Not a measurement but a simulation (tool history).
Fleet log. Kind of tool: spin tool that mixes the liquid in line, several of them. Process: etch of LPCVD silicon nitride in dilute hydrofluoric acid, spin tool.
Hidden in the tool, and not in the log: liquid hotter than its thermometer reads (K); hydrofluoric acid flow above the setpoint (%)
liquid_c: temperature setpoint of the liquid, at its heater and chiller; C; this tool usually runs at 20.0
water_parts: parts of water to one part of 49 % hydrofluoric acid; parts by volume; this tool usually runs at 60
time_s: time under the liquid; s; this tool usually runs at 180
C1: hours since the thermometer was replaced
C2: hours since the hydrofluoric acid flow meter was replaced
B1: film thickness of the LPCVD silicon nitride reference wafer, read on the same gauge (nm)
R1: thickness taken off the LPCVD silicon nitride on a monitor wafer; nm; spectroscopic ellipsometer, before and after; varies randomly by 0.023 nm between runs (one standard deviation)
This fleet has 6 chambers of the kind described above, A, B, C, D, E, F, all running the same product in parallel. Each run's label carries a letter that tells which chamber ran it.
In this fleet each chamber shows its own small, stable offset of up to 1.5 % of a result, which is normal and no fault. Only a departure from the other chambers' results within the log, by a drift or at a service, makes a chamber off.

Run 1E, hour 8.4: usual settings; C1 1902.1; C2 767.4; B1 79.980. Result: R1 1.1458 nm.
Run 2B, hour 13.4: usual settings; C1 715.4; C2 868.2; B1 80.011. Result: R1 1.1188 nm.
Run 3A, hour 22.0: usual settings; C1 1007.9; C2 1677.4; B1 80.011. Result: R1 1.1237 nm.
Run 4F, hour 29.6: usual settings; C1 367.5; C2 2192.3; B1 80.018. Result: R1 1.1048 nm.
Run 5D, hour 36.2: usual settings; C1 900.2; C2 1604.5; B1 80.009. Result: R1 1.1305 nm.
Run 6C, hour 40.2: usual settings but liquid_c 24.5 C; C1 501.6; C2 253.8; B1 80.034. Result: R1 1.5215 nm.
Run 7F, hour 47.1: usual settings but liquid_c 24.5 C; C1 385.0; C2 2209.8; B1 80.022. Result: R1 1.5433 nm.
Run 8A, hour 51.6: usual settings but liquid_c 24.5 C; C1 1037.5; C2 1707.0; B1 80.018. Result: R1 1.5396 nm.
Run 9E, hour 57.8: usual settings but liquid_c 24.5 C; C1 1951.5; C2 816.8; B1 80.021. Result: R1 1.5522 nm.
At hour 60.5: chamber F: hydrofluoric acid flow meter replaced.
Run 10B, hour 65.7: usual settings but liquid_c 24.5 C; C1 767.7; C2 920.5; B1 80.016. Result: R1 1.5584 nm.
Run 11C, hour 71.3: usual settings but liquid_c 24.5 C; C1 532.7; C2 284.9; B1 80.029. Result: R1 1.5134 nm.
Run 12D, hour 76.7: usual settings; C1 940.7; C2 1645.0; B1 80.015. Result: R1 1.1356 nm.
Run 13F, hour 85.1: usual settings; C1 423.0; C2 24.7; B1 80.018. Result: R1 1.0951 nm.
Run 14B, hour 89.6: usual settings but liquid_c 23.0 C; C1 791.6; C2 944.4; B1 80.026. Result: R1 1.4155 nm.
Run 15C, hour 94.9: usual settings but liquid_c 23.0 C; C1 556.3; C2 308.5; B1 80.002. Result: R1 1.4388 nm.
Run 16E, hour 102.0: usual settings but liquid_c 23.0 C; C1 1995.7; C2 861.0; B1 79.969. Result: R1 1.4099 nm.
Run 17A, hour 108.2: usual settings but liquid_c 23.0 C; C1 1094.1; C2 1763.6; B1 80.016. Result: R1 1.4002 nm.
Run 18D, hour 115.8: usual settings but liquid_c 23.0 C; C1 979.8; C2 1684.1; B1 80.019. Result: R1 1.3814 nm.
Run 19C, hour 123.2: usual settings but liquid_c 23.0 C; C1 584.6; C2 336.8; B1 80.013. Result: R1 1.3391 nm.
Run 20B, hour 131.0: usual settings but liquid_c 24.5 C; C1 833.0; C2 985.8; B1 80.027. Result: R1 1.5363 nm.
Run 21E, hour 138.8: usual settings but liquid_c 24.5 C; C1 2032.5; C2 897.8; B1 79.990. Result: R1 1.5537 nm.
Run 22D, hour 142.7: usual settings but liquid_c 24.5 C; C1 1006.7; C2 1711.0; B1 80.001. Result: R1 1.5324 nm.
Run 23A, hour 146.7: usual settings but liquid_c 24.5 C; C1 1132.6; C2 1802.1; B1 79.987. Result: R1 1.5350 nm.
Run 24F, hour 154.8: usual settings but liquid_c 24.5 C; C1 492.7; C2 94.4; B1 79.979. Result: R1 1.5506 nm.
Run 25E, hour 158.9: usual settings but liquid_c 24.5 C; C1 2052.6; C2 917.9; B1 79.965. Result: R1 1.5671 nm.
Run 26B, hour 164.8: usual settings; C1 866.8; C2 1019.6; B1 80.017. Result: R1 1.1239 nm.
Run 27D, hour 172.6: usual settings; C1 1036.6; C2 1740.9; B1 80.010. Result: R1 1.1931 nm.
Run 28C, hour 178.5: usual settings; C1 639.9; C2 392.1; B1 79.972. Result: R1 1.1674 nm.
Run 29F, hour 186.2: usual settings; C1 524.1; C2 125.8; B1 79.990. Result: R1 1.0944 nm.
Run 30A, hour 194.4: usual settings; C1 1180.3; C2 1849.8; B1 79.990. Result: R1 1.1560 nm.
Run 31B, hour 201.7: usual settings; C1 903.7; C2 1056.5; B1 80.039. Result: R1 1.1286 nm.
Run 32E, hour 207.5: usual settings; C1 2101.2; C2 966.5; B1 79.986. Result: R1 1.1691 nm.
Run 33D, hour 212.4: usual settings; C1 1076.4; C2 1780.7; B1 79.980. Result: R1 1.2401 nm.
Run 34F, hour 220.4: usual settings; C1 558.3; C2 160.0; B1 80.006. Result: R1 1.1132 nm.
Run 35C, hour 227.1: usual settings; C1 688.5; C2 440.7; B1 79.998. Result: R1 1.1372 nm.
At hour 229.5: chamber D: hydrofluoric acid flow meter replaced.
Run 36A, hour 232.4: usual settings; C1 1218.3; C2 1887.8; B1 79.985. Result: R1 1.1381 nm.
Run 37C, hour 238.9: usual settings; C1 700.3; C2 452.5; B1 79.992. Result: R1 1.1719 nm.
Run 38D, hour 242.9: usual settings; C1 1106.9; C2 13.5; B1 79.988. Result: R1 1.2383 nm.
At hour 248.7: chamber E: thermometer replaced.
Run 39A, hour 250.9: usual settings; C1 1236.8; C2 1906.3; B1 80.005. Result: R1 1.1726 nm.
Run 40E, hour 259.0: usual settings; C1 10.3; C2 1018.0; B1 79.993. Result: R1 1.1602 nm.
Run 41F, hour 267.5: usual settings; C1 605.4; C2 207.1; B1 80.017. Result: R1 1.0826 nm.
Run 42B, hour 275.0: usual settings; C1 977.0; C2 1129.8; B1 80.031. Result: R1 1.1809 nm.
Run 43D, hour 281.9: usual settings but liquid_c 17.0 C, water_parts 45 parts by volume; C1 1145.9; C2 52.5; B1 79.960. Result: R1 1.3440 nm.
Run 44B, hour 288.9: usual settings but liquid_c 17.0 C, water_parts 45 parts by volume; C1 990.9; C2 1143.7; B1 80.002. Result: R1 1.2319 nm.

Has any chamber moved away from the others, gradually or after a service, or does the common gauge drift, or do the chambers differ only by their own small steady offsets? State the chamber and the most likely cause if one applies.

One chamber, D, drifts off from the rest bit by bit.
Cause: liquid hotter than its thermometer reads (K) = 1.72.

Here are 4 candidates for chamber D's next run, each the usual settings with a change, their results left as question marks. Which one brings its results back in line with what the others give on the usual settings?
To be in line, a result may differ from the other chambers' mean on the usual settings by at most: R1 0.08200 nm
Run 45D-1, hour 295.0: usual settings but liquid_c 20.5 C, water_parts 55 parts by volume, time_s 205 s. Result: R1 ?.
Run 45D-2, hour 295.0: usual settings but liquid_c 19.5 C, time_s 165 s. Result: R1 ?.
Run 45D-3, hour 295.0: usual settings but liquid_c 19.5 C, water_parts 65 parts by volume, time_s 155 s. Result: R1 ?.
Run 45D-4, hour 295.0: usual settings but liquid_c 20.5 C, time_s 190 s. Result: R1 ?.

Other chambers, usual settings, mean: R1 1.13290 nm
  run       R1
45D-1  1.63060
45D-2  1.12900
45D-3  0.98196
45D-4  1.39000
The right change is 45D-2: it brings the chamber back within the allowed miss of the others.
